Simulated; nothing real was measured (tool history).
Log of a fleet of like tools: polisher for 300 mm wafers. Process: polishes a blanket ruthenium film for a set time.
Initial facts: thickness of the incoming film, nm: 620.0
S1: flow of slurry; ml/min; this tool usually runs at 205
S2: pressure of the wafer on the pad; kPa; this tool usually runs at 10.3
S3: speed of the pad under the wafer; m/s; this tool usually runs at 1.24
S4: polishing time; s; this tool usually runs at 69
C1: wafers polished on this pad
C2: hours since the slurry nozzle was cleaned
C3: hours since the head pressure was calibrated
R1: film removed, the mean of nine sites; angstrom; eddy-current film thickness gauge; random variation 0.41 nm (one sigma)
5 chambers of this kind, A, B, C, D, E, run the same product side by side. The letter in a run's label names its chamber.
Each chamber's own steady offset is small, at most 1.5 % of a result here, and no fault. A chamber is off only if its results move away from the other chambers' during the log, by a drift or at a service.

run,hour,S1,S2,S3,S4,C1,C2,C3,R1
# hour 2.3: chamber C: head pressure recalibrated
1A,6.4,205,10.3,1.24,69,379,413.2,161.4,662.02
2E,15.6,205,10.3,1.24,69,657,172.9,260.7,663.08
3D,20.5,205,10.3,1.24,69,357,455.7,306.5,660.35
# hour 26.9: chamber E: slurry nozzle cleaned
# hour 28.0: chamber E: worn pad replaced by a new one
# hour 28.3: chamber C: worn pad replaced by a new one
4B,29.6,205,10.3,1.24,69,462,343.9,295.1,666.66
5C,35.1,150,10.3,1.42,69,100,276.4,32.9,720.43
# hour 36.0: chamber D: slurry nozzle cleaned
6E,42.7,150,10.3,1.42,69,219,15.9,287.8,722.69
# hour 45.3: chamber A: worn pad replaced by a new one
# hour 45.6: chamber B: worn pad replaced by a new one
7C,50.9,150,10.3,1.42,69,335,292.2,48.7,725.03
8A,59.7,150,10.3,1.42,69,214,466.5,214.7,715.66
9B,67.0,150,10.3,1.42,69,318,381.3,332.5,726.45
10D,73.3,205,10.3,0.92,49,1139,37.4,359.3,349.46
# hour 79.4: chamber E: worn pad replaced by a new one
11E,80.0,205,10.3,0.92,49,9,53.2,325.1,353.82
# hour 80.4: chamber C: slurry nozzle cleaned
# hour 82.5: chamber C: worn pad replaced by a new one
# hour 84.4: chamber D: worn pad replaced by a new one
12D,88.0,205,10.3,0.92,49,54,52.1,374.0,350.59
13A,92.7,205,10.3,0.92,49,703,499.5,247.7,348.86
14B,100.5,205,10.3,0.92,49,815,414.8,366.0,354.73
# hour 102.8: chamber B: worn pad replaced by a new one
# hour 103.5: chamber A: worn pad replaced by a new one
15C,108.7,205,10.3,1.24,69,388,28.4,106.5,666.39
16C,114.3,205,10.3,1.24,69,471,34.0,112.1,657.94
17B,123.8,205,10.3,1.24,69,311,438.1,389.3,675.83
18D,128.2,205,10.3,1.24,69,650,92.3,414.2,663.75
# hour 129.3: chamber E: worn pad replaced by a new one
19E,135.7,205,8.3,1.24,69,95,108.9,380.8,528.58
# hour 135.8: chamber C: worn pad replaced by a new one
20A,144.0,205,8.3,1.24,69,600,550.8,299.0,523.49
21D,149.8,205,8.3,1.24,69,970,113.9,435.8,534.28
# hour 151.6: chamber B: worn pad replaced by a new one
# hour 155.0: chamber A: worn pad replaced by a new one
22A,157.0,205,8.3,1.24,69,29,563.8,312.0,526.00
23C,166.1,205,8.3,1.24,69,449,85.8,163.9,528.76
24B,170.8,205,10.3,1.24,47,285,485.1,436.3,464.85
25E,177.6,205,10.3,1.24,47,716,150.8,422.7,453.87
# hour 178.8: chamber E: worn pad replaced by a new one
# hour 181.3: chamber D: worn pad replaced by a new one
# hour 182.8: chamber C: worn pad replaced by a new one
26D,184.8,205,10.3,1.24,47,52,148.9,470.8,453.57
27C,193.6,205,10.3,1.24,47,160,113.3,191.4,448.15
28A,199.3,205,10.3,1.24,47,656,606.1,354.3,450.36
29E,205.1,205,10.3,1.24,69,390,178.3,450.2,657.03
# hour 209.9: chamber B: worn pad replaced by a new one
30B,210.8,205,10.3,1.24,69,14,525.1,476.3,692.70
31C,216.8,205,10.3,1.24,69,504,136.5,214.6,661.69
# hour 217.4: chamber E: slurry nozzle cleaned
# hour 219.4: chamber A: worn pad replaced by a new one
32E,221.4,205,10.3,1.24,69,632,4.0,466.5,657.39
# hour 228.6: chamber E: worn pad replaced by a new one
33D,230.5,245,10.3,1.24,69,730,194.6,516.5,683.21
# hour 230.6: chamber C: worn pad replaced by a new one
34B,240.1,245,10.3,1.24,69,448,554.4,505.6,720.66
35A,248.8,245,10.3,1.24,69,437,655.6,403.8,676.51
36E,253.1,245,10.3,1.24,69,363,35.7,498.2,676.84
37C,258.8,245,10.3,1.24,69,418,178.5,256.6,680.63
38D,266.5,205,10.3,1.24,69,1263,230.6,552.5,667.30

Next, all 5 chambers run the settings below, one line each with question marks for the results. What does each chamber give?
39A,273.4,205,10.3,1.24,69,,,,?
39B,273.4,205,10.3,1.24,69,,,,?
39C,273.4,205,10.3,1.24,69,,,,?
39D,273.4,205,10.3,1.24,69,,,,?
39E,273.4,205,10.3,1.24,69,,,,?

run,R1
39A,649.91
39B,700.47
39C,667.50
39D,657.76
39E,659.82
